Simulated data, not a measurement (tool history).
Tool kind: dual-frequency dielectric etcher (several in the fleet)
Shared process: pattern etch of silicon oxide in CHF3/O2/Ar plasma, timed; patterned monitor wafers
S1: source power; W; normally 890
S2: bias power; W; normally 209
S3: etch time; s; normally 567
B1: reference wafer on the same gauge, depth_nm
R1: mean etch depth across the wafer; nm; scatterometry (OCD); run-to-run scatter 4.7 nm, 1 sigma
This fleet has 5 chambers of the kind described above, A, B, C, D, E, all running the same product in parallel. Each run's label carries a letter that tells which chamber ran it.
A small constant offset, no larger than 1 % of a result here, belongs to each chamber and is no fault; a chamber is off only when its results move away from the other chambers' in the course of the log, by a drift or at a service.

run	day	S1	S2	S3	B1	R1
# day 0.046: chamber B: source power generator calibrated
1B	0.292	890	209	567	1549.2	1385
2A	0.65	890	209	567	1547.8	1367.1
3C	1.062	890	209	567	1549.3	1356.1
4E	1.421	890	209	567	1548.9	1386.5
5D	1.65	890	209	567	1550.3	1379.5
6B	2.042	890	209	567	1550.8	1381.1
7E	2.221	890	209	567	1550.4	1381.1
8C	2.483	890	209	567	1551.3	1357
9A	2.825	890	209	567	1549.4	1365.4
10D	3.188	890	209	567	1549.4	1389.2
11A	3.412	890	209	509.5	1550.2	1227.9
12C	3.712	890	209	509.5	1550.7	1213.1
13E	4.075	890	209	509.5	1549.4	1248.8
14B	4.475	890	209	509.5	1548.9	1256.5
15D	4.658	890	209	509.5	1550.7	1236.1
16B	4.912	890	209	567	1550.1	1400.1
17E	5.133	810	209	444	1550.8	1037.5
18A	5.392	810	209	444	1549.8	1032.9
19C	5.638	810	209	444	1550.2	1024.9
20D	5.833	810	209	444	1551.1	1037.8
21E	6.25	810	209	444	1549.8	1040.2
22A	6.429	1100	209	567	1549.8	1477.8
23B	6.679	1100	209	567	1549.5	1532.7
# day 6.921: chamber A: bias power generator calibrated
24D	7.079	1100	209	567	1550.1	1498.2
25C	7.483	1100	209	567	1551.1	1467
26D	7.854	1100	209	567	1550.1	1498
27A	8.221	890	209	567	1549.6	1362.3
28E	8.483	890	209	567	1549.4	1383.1
29C	8.775	890	209	567	1550.6	1354.7
30B	9.179	890	209	567	1550.9	1425
31D	9.371	890	209	567	1550.1	1380.5

One chamber off, gauge drift, or nothing amiss beyond the chambers' own small offsets? If it is a chamber, which one, and what is the likeliest cause?

Little by little, chamber B moves away from the other chambers.
Likeliest cause: etch rate over this chamber's usual, % = 2.74.

Below are 4 candidate recipes for chamber B's next run, each the usual settings with a change, their results shown as question marks. Which of them brings B's results back in line with what the other chambers give on the usual settings?
To be in line, a result may differ from the other chambers' mean on the usual settings by at most: R1 16 nm
32B-1	9.667	890	209	575.5		?
32B-2	9.667	890	200	567		?
32B-3	9.667	900	210	584		?
32B-4	9.667	880	208	550		?

On the usual settings, the other chambers give on average: R1 1371.2 nm
run	R1
32B-1	1442
32B-2	1399.9
32B-3	1472
32B-4	1369.9
32B-4 is the one that brings the chamber's results back in line with the other chambers.
